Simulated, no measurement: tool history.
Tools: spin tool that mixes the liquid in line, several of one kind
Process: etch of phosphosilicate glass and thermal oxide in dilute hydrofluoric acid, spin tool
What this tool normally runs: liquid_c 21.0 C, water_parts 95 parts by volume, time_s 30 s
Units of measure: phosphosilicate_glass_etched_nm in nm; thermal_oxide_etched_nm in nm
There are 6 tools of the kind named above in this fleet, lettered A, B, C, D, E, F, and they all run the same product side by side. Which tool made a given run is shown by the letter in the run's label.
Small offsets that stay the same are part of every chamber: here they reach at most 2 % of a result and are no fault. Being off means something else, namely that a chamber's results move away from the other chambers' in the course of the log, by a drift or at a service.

run,day,liquid_c,water_parts,time_s,"read-back film thickness of the phosphosilicate glass reference wafer, read on the same gauge (nm)","read-back film thickness of the thermal oxide reference wafer, read on the same gauge (nm)",phosphosilicate_glass_etched_nm,thermal_oxide_etched_nm
1E,0.533,21.0,95,30,40.014,80.027,23.953,1.3573
2C,1.021,21.0,95,30,39.977,79.990,23.864,1.3456
3B,1.512,21.0,95,30,39.989,80.001,23.760,1.3481
4F,1.917,21.0,95,30,39.965,80.007,24.016,1.3293
5D,2.242,21.0,95,30,39.986,80.013,23.995,1.3259
6A,2.571,21.0,95,30,39.985,79.984,24.218,1.3243
7C,2.954,21.0,95,30,40.020,80.000,23.600,1.3677
8D,3.338,21.0,95,30,39.985,79.988,24.068,1.3470
9A,3.888,21.0,95,30,40.028,80.017,24.109,1.3069
# day 4.254: chamber D: hydrofluoric acid flow meter replaced
10E,4.333,21.0,95,30,39.983,79.991,23.951,1.3345
11F,4.871,21.0,95,30,40.056,79.992,24.153,1.3502
12B,5.246,21.0,95,30,39.995,80.016,23.970,1.3317
# day 5.258: chamber E: hydrofluoric acid flow meter replaced
13A,5.729,21.0,95,25,39.998,80.021,20.129,1.0985
14C,6.050,21.0,95,25,39.949,80.019,19.981,1.1170
15B,6.512,21.0,95,25,39.971,80.024,19.919,1.1176
16F,6.921,21.0,95,25,40.011,80.014,20.297,1.1421
17E,7.512,21.0,95,25,40.021,80.010,19.921,1.1262
18D,7.904,21.0,95,25,40.042,79.994,20.091,1.1335
19C,8.317,21.0,95,30,40.049,79.988,23.981,1.3522
20B,8.738,21.0,95,30,39.993,80.003,23.756,1.2990
21F,9.208,21.0,95,30,39.985,79.998,24.241,1.3860
22D,9.788,21.0,95,30,40.023,80.010,23.957,1.3388
# day 10.042: chamber C: hydrofluoric acid flow meter replaced
23A,10.383,21.0,115,30,39.942,79.996,19.247,1.0937
# day 10.596: chamber A: thermometer replaced
24E,10.792,21.0,115,30,40.028,79.989,19.093,1.0708
25A,11.079,21.0,115,30,39.972,80.036,19.642,1.0648
26D,11.346,21.0,115,30,39.995,80.016,19.071,1.0606
27C,11.762,21.0,115,30,40.050,79.994,19.218,1.0624
28E,12.138,21.0,115,30,40.020,79.987,19.499,1.0890
29F,12.600,21.0,95,30,40.005,80.014,24.088,1.3745
30B,12.971,23.5,120,30,40.015,80.009,20.234,1.1531
# day 13.183: chamber F: thermometer replaced
31F,13.242,23.5,120,30,39.981,79.987,20.606,1.1660
32C,13.821,23.5,120,30,40.041,80.017,19.947,1.1489
# day 13.904: chamber D: thermometer replaced
33B,14.096,23.5,120,30,39.989,80.014,20.510,1.1263
34A,14.450,23.5,120,30,39.937,80.005,20.683,1.1242
35E,15.046,23.5,120,30,40.001,79.985,20.365,1.1367
36D,15.438,21.0,95,30,40.018,80.020,23.733,1.3680
37B,15.888,21.0,95,30,39.957,80.007,23.811,1.3626
38A,16.158,21.0,95,30,40.012,79.989,24.288,1.3149

Which is it: a chamber that has drifted or been left off by a service, a gauge drift common to all chambers, or only each chamber's usual small offset? If a chamber is off, name it and its likeliest cause.

All chambers stay in line apart from their small fixed offsets, and the gauge does not drift.
